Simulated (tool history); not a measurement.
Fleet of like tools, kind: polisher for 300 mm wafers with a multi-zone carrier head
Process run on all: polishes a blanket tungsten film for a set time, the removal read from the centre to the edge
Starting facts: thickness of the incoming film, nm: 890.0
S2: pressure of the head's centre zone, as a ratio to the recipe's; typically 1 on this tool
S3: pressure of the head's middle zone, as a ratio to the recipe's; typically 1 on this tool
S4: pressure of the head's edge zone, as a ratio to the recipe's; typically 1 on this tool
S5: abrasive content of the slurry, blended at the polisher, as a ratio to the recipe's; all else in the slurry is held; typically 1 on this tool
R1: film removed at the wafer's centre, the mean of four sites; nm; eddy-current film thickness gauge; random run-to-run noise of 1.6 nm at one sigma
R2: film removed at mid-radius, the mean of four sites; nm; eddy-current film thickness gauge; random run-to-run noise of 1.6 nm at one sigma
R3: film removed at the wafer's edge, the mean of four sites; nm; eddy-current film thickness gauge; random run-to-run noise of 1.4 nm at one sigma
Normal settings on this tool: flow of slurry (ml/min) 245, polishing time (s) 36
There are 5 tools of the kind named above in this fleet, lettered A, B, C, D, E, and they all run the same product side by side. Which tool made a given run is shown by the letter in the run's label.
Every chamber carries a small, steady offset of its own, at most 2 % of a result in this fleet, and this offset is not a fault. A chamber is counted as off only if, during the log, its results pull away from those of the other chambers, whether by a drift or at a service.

-- hour=1.8 chamber B: worn pad replaced by a new one
run 1C hour=6.5 | flow_of_slurry_(ml/min)=245 S2=1 S3=1 S4=1 S5=1 polishing_time_(s)=36 | R1=139.9 R2=143.38 R3=145.4
-- hour=6.6 chamber D: worn pad replaced by a new one
run 2D hour=12.4 | flow_of_slurry_(ml/min)=245 S2=1 S3=1 S4=1 S5=1 polishing_time_(s)=36 | R1=139.95 R2=145.15 R3=143.62
run 3A hour=15.9 | flow_of_slurry_(ml/min)=245 S2=1 S3=1 S4=1 S5=1 polishing_time_(s)=36 | R1=141.66 R2=143.01 R3=146.02
-- hour=18.8 chamber C: worn pad replaced by a new one
run 4E hour=21.7 | flow_of_slurry_(ml/min)=245 S2=1 S3=1 S4=1 S5=1 polishing_time_(s)=36 | R1=139.12 R2=141.77 R3=144.25
run 5B hour=27.6 | flow_of_slurry_(ml/min)=245 S2=1 S3=1 S4=1 S5=1 polishing_time_(s)=36 | R1=146.74 R2=142.61 R3=143.7
run 6B hour=34.6 | flow_of_slurry_(ml/min)=245 S2=1 S3=1 S4=1 S5=1 polishing_time_(s)=36 | R1=144.69 R2=141.32 R3=140.64
run 7C hour=40.8 | flow_of_slurry_(ml/min)=245 S2=1 S3=1 S4=1 S5=1 polishing_time_(s)=36 | R1=142.54 R2=146.33 R3=144.76
run 8D hour=44.2 | flow_of_slurry_(ml/min)=245 S2=1 S3=1 S4=1 S5=1 polishing_time_(s)=36 | R1=141.73 R2=143.91 R3=144.18
run 9A hour=50.8 | flow_of_slurry_(ml/min)=245 S2=1 S3=1 S4=1 S5=1 polishing_time_(s)=36 | R1=143.36 R2=141.46 R3=143.85
-- hour=55.1 chamber E: centre zone pressure recalibrated
-- hour=55.7 chamber E: worn pad replaced by a new one
run 10E hour=57.5 | flow_of_slurry_(ml/min)=245 S2=1 S3=1 S4=1 S5=1 polishing_time_(s)=36 | R1=142.26 R2=144.76 R3=145.87
-- hour=62.2 chamber C: centre zone pressure recalibrated
run 11A hour=64.7 | flow_of_slurry_(ml/min)=245 S2=1 S3=1 S4=1 S5=1 polishing_time_(s)=36 | R1=144.83 R2=142.26 R3=144.41
-- hour=65 chamber B: worn pad replaced by a new one
run 12E hour=68.6 | flow_of_slurry_(ml/min)=245 S2=1 S3=1 S4=1 S5=1 polishing_time_(s)=30 | R1=120.29 R2=119.18 R3=119.54
run 13D hour=72.8 | flow_of_slurry_(ml/min)=245 S2=1 S3=1 S4=1 S5=1 polishing_time_(s)=30 | R1=117.34 R2=120.92 R3=121.68
run 14C hour=80.2 | flow_of_slurry_(ml/min)=245 S2=1 S3=1 S4=1 S5=1 polishing_time_(s)=30 | R1=120.64 R2=119.25 R3=121.29
run 15B hour=87.6 | flow_of_slurry_(ml/min)=245 S2=1 S3=1 S4=1 S5=1 polishing_time_(s)=30 | R1=120.15 R2=117.82 R3=120.79
run 16E hour=93.5 | flow_of_slurry_(ml/min)=245 S2=1 S3=1 S4=1 S5=1 polishing_time_(s)=30 | R1=120.59 R2=118.45 R3=118.96
-- hour=94.1 chamber D: worn pad replaced by a new one
run 17A hour=97.1 | flow_of_slurry_(ml/min)=245 S2=1 S3=1 S4=1 S5=1 polishing_time_(s)=36 | R1=141.06 R2=141.35 R3=143.42
run 18C hour=101.2 | flow_of_slurry_(ml/min)=245 S2=1 S3=1 S4=1.08 S5=1 polishing_time_(s)=26 | R1=102.32 R2=102.34 R3=110.64
-- hour=101.5 chamber C: worn pad replaced by a new one
run 19B hour=107.9 | flow_of_slurry_(ml/min)=245 S2=1 S3=1 S4=1.08 S5=1 polishing_time_(s)=26 | R1=105.23 R2=104.25 R3=106.3
-- hour=111.4 chamber E: worn pad replaced by a new one
run 20D hour=114.7 | flow_of_slurry_(ml/min)=245 S2=1 S3=1 S4=1.08 S5=1 polishing_time_(s)=26 | R1=103.01 R2=103.31 R3=108.21
-- hour=114.9 chamber B: edge zone pressure recalibrated
run 21C hour=119.7 | flow_of_slurry_(ml/min)=245 S2=1 S3=1 S4=1.08 S5=1 polishing_time_(s)=26 | R1=102.27 R2=103.85 R3=109.86
run 22D hour=127 | flow_of_slurry_(ml/min)=245 S2=1 S3=1 S4=1.08 S5=1 polishing_time_(s)=26 | R1=102.13 R2=103.26 R3=107.9
-- hour=127.8 chamber B: slurry nozzle cleaned
-- hour=128.8 chamber A: worn pad replaced by a new one
-- hour=132.4 chamber C: slurry nozzle cleaned
run 23A hour=133.8 | flow_of_slurry_(ml/min)=245 S2=1 S3=1 S4=1 S5=1 polishing_time_(s)=36 | R1=143.96 R2=140.19 R3=142.18
-- hour=136.7 chamber D: edge zone pressure recalibrated
run 24E hour=138.1 | flow_of_slurry_(ml/min)=245 S2=1 S3=1 S4=1 S5=1 polishing_time_(s)=36 | R1=146.74 R2=143.17 R3=145.85
-- hour=143.6 chamber B: worn pad replaced by a new one
run 25B hour=145.4 | flow_of_slurry_(ml/min)=245 S2=1 S3=1 S4=1 S5=1 polishing_time_(s)=36 | R1=148 R2=143.04 R3=141.2
run 26C hour=152.1 | flow_of_slurry_(ml/min)=245 S2=1 S3=1 S4=1 S5=1 polishing_time_(s)=36 | R1=143.73 R2=139.68 R3=147.01
run 27B hour=157.4 | flow_of_slurry_(ml/min)=245 S2=1 S3=1.07 S4=1 S5=1 polishing_time_(s)=36 | R1=146.23 R2=152.79 R3=141.72
run 28D hour=160.7 | flow_of_slurry_(ml/min)=245 S2=1 S3=1.07 S4=1 S5=1 polishing_time_(s)=36 | R1=140.05 R2=152.74 R3=144.46
run 29A hour=164.5 | flow_of_slurry_(ml/min)=245 S2=1 S3=1.07 S4=1 S5=1 polishing_time_(s)=36 | R1=140.87 R2=151.29 R3=142.09
-- hour=166.4 chamber E: worn pad replaced by a new one
run 30E hour=170.2 | flow_of_slurry_(ml/min)=245 S2=1 S3=1.07 S4=1 S5=1 polishing_time_(s)=36 | R1=145.07 R2=152.12 R3=142.88
run 31E hour=175.1 | flow_of_slurry_(ml/min)=245 S2=1 S3=1.07 S4=1 S5=1 polishing_time_(s)=36 | R1=144.32 R2=150.18 R3=142.51

The same settings go to every chamber for the next run, one line per chamber below. Forecast the results for each:
run 32A hour=180.5 | flow_of_slurry_(ml/min)=245 S2=1 S3=1 S4=1 S5=1 polishing_time_(s)=36 | R1=? R2=? R3=?
run 32B hour=180.5 | flow_of_slurry_(ml/min)=245 S2=1 S3=1 S4=1 S5=1 polishing_time_(s)=36 | R1=? R2=? R3=?
run 32C hour=180.5 | flow_of_slurry_(ml/min)=245 S2=1 S3=1 S4=1 S5=1 polishing_time_(s)=36 | R1=? R2=? R3=?
run 32D hour=180.5 | flow_of_slurry_(ml/min)=245 S2=1 S3=1 S4=1 S5=1 polishing_time_(s)=36 | R1=? R2=? R3=?
run 32E hour=180.5 | flow_of_slurry_(ml/min)=245 S2=1 S3=1 S4=1 S5=1 polishing_time_(s)=36 | R1=? R2=? R3=?

run=32A R1=141.46 R2=145.99 R3=145.58
run=32B R1=144.98 R2=141.95 R3=144.33
run=32C R1=142.74 R2=141.14 R3=147.59
run=32D R1=140.48 R2=143.22 R3=144.95
run=32E R1=143.69 R2=141.08 R3=143.77
